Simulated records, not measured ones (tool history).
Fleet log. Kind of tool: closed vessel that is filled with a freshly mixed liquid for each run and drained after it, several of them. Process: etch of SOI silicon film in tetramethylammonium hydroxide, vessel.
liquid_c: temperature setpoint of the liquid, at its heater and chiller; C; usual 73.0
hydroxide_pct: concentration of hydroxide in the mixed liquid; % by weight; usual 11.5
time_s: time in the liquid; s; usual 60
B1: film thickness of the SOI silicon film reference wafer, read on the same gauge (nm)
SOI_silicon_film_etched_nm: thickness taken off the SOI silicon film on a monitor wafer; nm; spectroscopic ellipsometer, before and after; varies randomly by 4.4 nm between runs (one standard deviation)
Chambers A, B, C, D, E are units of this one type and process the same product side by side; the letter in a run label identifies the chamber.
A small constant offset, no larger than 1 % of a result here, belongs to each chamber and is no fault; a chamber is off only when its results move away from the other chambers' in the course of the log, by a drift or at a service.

Run 1B, day 0.279: usual settings; B1 90.025. Result: SOI_silicon_film_etched_nm 492.32 nm.
Run 2A, day 0.542: usual settings; B1 89.974. Result: SOI_silicon_film_etched_nm 473.93 nm.
Run 3C, day 0.708: usual settings; B1 90.006. Result: SOI_silicon_film_etched_nm 479.76 nm.
Run 4D, day 0.992: usual settings; B1 89.984. Result: SOI_silicon_film_etched_nm 488.97 nm.
Run 5E, day 1.125: usual settings; B1 90.007. Result: SOI_silicon_film_etched_nm 487.67 nm.
Run 6B, day 1.296: usual settings; B1 89.993. Result: SOI_silicon_film_etched_nm 484.24 nm.
Run 7D, day 1.488: usual settings; B1 89.991. Result: SOI_silicon_film_etched_nm 483.47 nm.
Run 8C, day 1.712: usual settings; B1 90.028. Result: SOI_silicon_film_etched_nm 475.70 nm.
Run 9A, day 1.921: usual settings but liquid_c 66.5 C, time_s 45 s; B1 89.994. Result: SOI_silicon_film_etched_nm 247.54 nm.
Run 10E, day 2.150: usual settings but liquid_c 66.5 C, time_s 45 s; B1 89.993. Result: SOI_silicon_film_etched_nm 249.17 nm.
Run 11B, day 2.433: usual settings but liquid_c 66.5 C, time_s 45 s; B1 90.002. Result: SOI_silicon_film_etched_nm 247.41 nm.
Run 12A, day 2.558: usual settings but liquid_c 66.5 C, time_s 45 s; B1 90.043. Result: SOI_silicon_film_etched_nm 245.70 nm.
Run 13C, day 2.721: usual settings but liquid_c 66.5 C, time_s 45 s; B1 89.999. Result: SOI_silicon_film_etched_nm 247.71 nm.
Run 14D, day 2.925: usual settings; B1 89.987. Result: SOI_silicon_film_etched_nm 487.14 nm.
Run 15E, day 3.192: usual settings; B1 89.988. Result: SOI_silicon_film_etched_nm 481.68 nm.
Run 16D, day 3.346: usual settings but liquid_c 80.5 C, time_s 30 s; B1 89.990. Result: SOI_silicon_film_etched_nm 367.23 nm.
Run 17E, day 3.600: usual settings but liquid_c 80.5 C, time_s 30 s; B1 89.976. Result: SOI_silicon_film_etched_nm 375.29 nm.
Run 18A, day 3.858: usual settings but liquid_c 80.5 C, time_s 30 s; B1 90.027. Result: SOI_silicon_film_etched_nm 361.79 nm.
Run 19B, day 4.046: usual settings but liquid_c 80.5 C, time_s 30 s; B1 89.951. Result: SOI_silicon_film_etched_nm 374.44 nm.
Run 20C, day 4.304: usual settings but liquid_c 80.5 C, time_s 30 s; B1 90.047. Result: SOI_silicon_film_etched_nm 371.77 nm.
Run 21C, day 4.567: usual settings; B1 89.989. Result: SOI_silicon_film_etched_nm 480.09 nm.
Run 22E, day 4.804: usual settings; B1 90.012. Result: SOI_silicon_film_etched_nm 484.85 nm.
Run 23B, day 5.008: usual settings but hydroxide_pct 8.5 % by weight; B1 90.018. Result: SOI_silicon_film_etched_nm 538.80 nm.
Run 24A, day 5.138: usual settings but hydroxide_pct 8.5 % by weight; B1 90.027. Result: SOI_silicon_film_etched_nm 543.55 nm.
Run 25D, day 5.383: usual settings but hydroxide_pct 8.5 % by weight; B1 90.050. Result: SOI_silicon_film_etched_nm 500.88 nm.
Run 26B, day 5.608: usual settings but hydroxide_pct 8.5 % by weight; B1 89.976. Result: SOI_silicon_film_etched_nm 541.87 nm.
Run 27C, day 5.738: usual settings but hydroxide_pct 8.5 % by weight; B1 90.002. Result: SOI_silicon_film_etched_nm 538.37 nm.
At day 5.875: chamber C: hydroxide flow meter replaced.
Run 28E, day 5.921: usual settings; B1 89.995. Result: SOI_silicon_film_etched_nm 487.36 nm.
At day 6.008: chamber A: hydroxide flow meter replaced.
Run 29A, day 6.158: usual settings; B1 90.010. Result: SOI_silicon_film_etched_nm 481.81 nm.
Run 30D, day 6.379: usual settings; B1 90.003. Result: SOI_silicon_film_etched_nm 441.05 nm.
Run 31C, day 6.638: usual settings but hydroxide_pct 13.0 % by weight; B1 89.995. Result: SOI_silicon_film_etched_nm 452.10 nm.
Run 32D, day 6.796: usual settings but hydroxide_pct 13.0 % by weight; B1 89.991. Result: SOI_silicon_film_etched_nm 421.42 nm.

Next, all 5 chambers run the settings below, one line each with question marks for the results. What does each chamber give?
Run 33A, day 7.004: usual settings. Result: SOI_silicon_film_etched_nm ?.
Run 33B, day 7.004: usual settings. Result: SOI_silicon_film_etched_nm ?.
Run 33C, day 7.004: usual settings. Result: SOI_silicon_film_etched_nm ?.
Run 33D, day 7.004: usual settings. Result: SOI_silicon_film_etched_nm ?.
Run 33E, day 7.004: usual settings. Result: SOI_silicon_film_etched_nm ?.

run  SOI_silicon_film_etched_nm
33A                      486.32
33B                      488.52
33C                      482.84
33D                      431.73
33E                      488.39
